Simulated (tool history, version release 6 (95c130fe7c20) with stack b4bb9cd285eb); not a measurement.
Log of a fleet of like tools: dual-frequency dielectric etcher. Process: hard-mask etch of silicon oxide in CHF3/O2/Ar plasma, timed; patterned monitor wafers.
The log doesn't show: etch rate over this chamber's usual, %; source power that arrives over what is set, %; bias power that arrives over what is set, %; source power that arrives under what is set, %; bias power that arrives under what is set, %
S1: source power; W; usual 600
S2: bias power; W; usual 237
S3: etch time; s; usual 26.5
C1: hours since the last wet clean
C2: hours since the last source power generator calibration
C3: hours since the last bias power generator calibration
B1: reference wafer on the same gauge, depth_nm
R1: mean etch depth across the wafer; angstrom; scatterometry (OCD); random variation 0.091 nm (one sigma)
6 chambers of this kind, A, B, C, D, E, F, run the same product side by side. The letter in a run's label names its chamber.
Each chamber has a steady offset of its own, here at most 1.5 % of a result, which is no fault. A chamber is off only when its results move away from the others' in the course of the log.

{"run": "1C", "day": 0.117, "S1": 600, "S2": 237, "S3": 26.5, "C1": 165.0, "C2": 1852.9, "C3": 5035.6, "B1": 53.688, "R1": 580.01}
{"run": "2A", "day": 0.338, "S1": 600, "S2": 237, "S3": 26.5, "C1": 32.2, "C2": 1272.6, "C3": 2538.5, "B1": 53.719, "R1": 575.08}
{"run": "3E", "day": 0.492, "S1": 600, "S2": 237, "S3": 26.5, "C1": 293.0, "C2": 1519.6, "C3": 775.1, "B1": 53.641, "R1": 579.76}
{"day": 0.646, "done": "chamber D: source power generator calibrated"}
{"run": "4B", "day": 0.692, "S1": 600, "S2": 237, "S3": 26.5, "C1": 95.9, "C2": 1381.9, "C3": 1132.4, "B1": 53.656, "R1": 578.57}
{"run": "5F", "day": 0.817, "S1": 600, "S2": 287, "S3": 21.5, "C1": 199.4, "C2": 1152.4, "C3": 2828.4, "B1": 53.67, "R1": 506.62}
{"run": "6D", "day": 1.029, "S1": 600, "S2": 287, "S3": 21.5, "C1": 68.5, "C2": 9.3, "C3": 1771.7, "B1": 53.658, "R1": 500.18}
{"run": "7A", "day": 1.217, "S1": 600, "S2": 287, "S3": 21.5, "C1": 53.3, "C2": 1293.7, "C3": 2559.6, "B1": 53.646, "R1": 497.69}
{"run": "8D", "day": 1.4, "S1": 600, "S2": 287, "S3": 21.5, "C1": 77.4, "C2": 18.2, "C3": 1780.6, "B1": 53.632, "R1": 500.49}
{"run": "9E", "day": 1.592, "S1": 600, "S2": 287, "S3": 21.5, "C1": 319.4, "C2": 1546.0, "C3": 801.5, "B1": 53.613, "R1": 502.88}
{"run": "10B", "day": 1.771, "S1": 600, "S2": 287, "S3": 21.5, "C1": 121.8, "C2": 1407.8, "C3": 1158.3, "B1": 53.619, "R1": 502.19}
{"run": "11C", "day": 1.921, "S1": 600, "S2": 237, "S3": 26.5, "C1": 208.3, "C2": 1896.2, "C3": 5078.9, "B1": 53.615, "R1": 579.38}
{"run": "12F", "day": 2.138, "S1": 600, "S2": 237, "S3": 26.5, "C1": 231.1, "C2": 1184.1, "C3": 2860.1, "B1": 53.592, "R1": 581.72}
{"run": "13A", "day": 2.258, "S1": 600, "S2": 237, "S3": 26.5, "C1": 78.3, "C2": 1318.7, "C3": 2584.6, "B1": 53.602, "R1": 572.51}
{"run": "14E", "day": 2.446, "S1": 600, "S2": 237, "S3": 26.5, "C1": 339.9, "C2": 1566.5, "C3": 822.0, "B1": 53.581, "R1": 576.57}
{"run": "15C", "day": 2.608, "S1": 600, "S2": 237, "S3": 26.5, "C1": 224.8, "C2": 1912.7, "C3": 5095.4, "B1": 53.586, "R1": 579.43}
{"run": "16D", "day": 2.792, "S1": 600, "S2": 237, "S3": 26.5, "C1": 110.8, "C2": 51.6, "C3": 1814.0, "B1": 53.564, "R1": 574.35}
{"run": "17F", "day": 2.912, "S1": 600, "S2": 237, "S3": 26.5, "C1": 249.7, "C2": 1202.7, "C3": 2878.7, "B1": 53.545, "R1": 581.6}
{"run": "18B", "day": 3.121, "S1": 600, "S2": 237, "S3": 26.5, "C1": 154.2, "C2": 1440.2, "C3": 1190.7, "B1": 53.538, "R1": 577.95}
{"run": "19F", "day": 3.238, "S1": 600, "S2": 237, "S3": 26.5, "C1": 257.5, "C2": 1210.5, "C3": 2886.5, "B1": 53.554, "R1": 580.15}
{"run": "20B", "day": 3.425, "S1": 600, "S2": 237, "S3": 26.5, "C1": 161.5, "C2": 1447.5, "C3": 1198.0, "B1": 53.531, "R1": 577.08}
{"run": "21C", "day": 3.542, "S1": 600, "S2": 237, "S3": 26.5, "C1": 247.2, "C2": 1935.1, "C3": 5117.8, "B1": 53.534, "R1": 578.05}
{"run": "22E", "day": 3.688, "S1": 600, "S2": 237, "S3": 26.5, "C1": 369.7, "C2": 1596.3, "C3": 851.8, "B1": 53.539, "R1": 577.89}
{"run": "23A", "day": 3.825, "S1": 600, "S2": 237, "S3": 26.5, "C1": 115.9, "C2": 1356.3, "C3": 2622.2, "B1": 53.508, "R1": 572.67}
{"run": "24D", "day": 3.946, "S1": 600, "S2": 237, "S3": 26.5, "C1": 138.5, "C2": 79.3, "C3": 1841.7, "B1": 53.524, "R1": 574.29}
{"run": "25A", "day": 4.117, "S1": 600, "S2": 237, "S3": 26.5, "C1": 122.9, "C2": 1363.3, "C3": 2629.2, "B1": 53.499, "R1": 572.2}
{"run": "26F", "day": 4.333, "S1": 600, "S2": 294, "S3": 26.5, "C1": 283.8, "C2": 1236.8, "C3": 2912.8, "B1": 53.505, "R1": 627.53}
{"run": "27E", "day": 4.496, "S1": 600, "S2": 294, "S3": 26.5, "C1": 389.1, "C2": 1615.7, "C3": 871.2, "B1": 53.479, "R1": 622.38}
{"run": "28C", "day": 4.692, "S1": 600, "S2": 294, "S3": 26.5, "C1": 274.8, "C2": 1962.7, "C3": 5145.4, "B1": 53.483, "R1": 625.43}
{"run": "29D", "day": 4.925, "S1": 600, "S2": 294, "S3": 26.5, "C1": 162.0, "C2": 102.8, "C3": 1865.2, "B1": 53.448, "R1": 619.2}
{"run": "30B", "day": 5.062, "S1": 600, "S2": 294, "S3": 26.5, "C1": 200.8, "C2": 1486.8, "C3": 1237.3, "B1": 53.445, "R1": 622.5}
{"run": "31B", "day": 5.225, "S1": 600, "S2": 294, "S3": 26.5, "C1": 204.7, "C2": 1490.7, "C3": 1241.2, "B1": 53.453, "R1": 621.89}
{"run": "32F", "day": 5.388, "S1": 600, "S2": 258, "S3": 30.0, "C1": 309.1, "C2": 1262.1, "C3": 2938.1, "B1": 53.465, "R1": 676.9}
{"run": "33A", "day": 5.508, "S1": 600, "S2": 258, "S3": 30.0, "C1": 156.3, "C2": 1396.7, "C3": 2662.6, "B1": 53.44, "R1": 666.86}
{"run": "34E", "day": 5.733, "S1": 600, "S2": 258, "S3": 30.0, "C1": 418.8, "C2": 1645.4, "C3": 900.9, "B1": 53.424, "R1": 668.46}
{"run": "35C", "day": 5.9, "S1": 600, "S2": 258, "S3": 30.0, "C1": 303.8, "C2": 1991.7, "C3": 5174.4, "B1": 53.445, "R1": 675.29}
{"run": "36D", "day": 6.025, "S1": 600, "S2": 258, "S3": 30.0, "C1": 188.4, "C2": 129.2, "C3": 1891.6, "B1": 53.413, "R1": 668.06}
{"run": "37D", "day": 6.167, "S1": 600, "S2": 258, "S3": 30.0, "C1": 191.8, "C2": 132.6, "C3": 1895.0, "B1": 53.422, "R1": 668.52}
{"run": "38C", "day": 6.379, "S1": 600, "S2": 237, "S3": 26.5, "C1": 315.3, "C2": 2003.2, "C3": 5185.9, "B1": 53.388, "R1": 578.43}
{"run": "39E", "day": 6.604, "S1": 600, "S2": 237, "S3": 26.5, "C1": 439.7, "C2": 1666.3, "C3": 921.8, "B1": 53.371, "R1": 575.55}
{"run": "40A", "day": 6.708, "S1": 540, "S2": 218, "S3": 26.5, "C1": 185.1, "C2": 1425.5, "C3": 2691.4, "B1": 53.39, "R1": 531.88}
{"run": "41F", "day": 6.858, "S1": 540, "S2": 218, "S3": 26.5, "C1": 344.4, "C2": 1297.4, "C3": 2973.4, "B1": 53.375, "R1": 541.32}
{"run": "42B", "day": 7.067, "S1": 540, "S2": 218, "S3": 26.5, "C1": 248.9, "C2": 1534.9, "C3": 1285.4, "B1": 53.365, "R1": 536.66}
{"run": "43D", "day": 7.179, "S1": 540, "S2": 218, "S3": 26.5, "C1": 216.1, "C2": 156.9, "C3": 1919.3, "B1": 53.36, "R1": 533.52}

All 6 chambers run these settings next. Forecast each chamber's results:
{"run": "44A", "day": 7.35, "S1": 660, "S2": 237, "S3": 26.5, "R1": "?"}
{"run": "44B", "day": 7.35, "S1": 660, "S2": 237, "S3": 26.5, "R1": "?"}
{"run": "44C", "day": 7.35, "S1": 660, "S2": 237, "S3": 26.5, "R1": "?"}
{"run": "44D", "day": 7.35, "S1": 660, "S2": 237, "S3": 26.5, "R1": "?"}
{"run": "44E", "day": 7.35, "S1": 660, "S2": 237, "S3": 26.5, "R1": "?"}
{"run": "44F", "day": 7.35, "S1": 660, "S2": 237, "S3": 26.5, "R1": "?"}

run=44A R1=591.42
run=44B R1=595.65
run=44C R1=597.57
run=44D R1=592.43
run=44E R1=596.84
run=44F R1=600.65
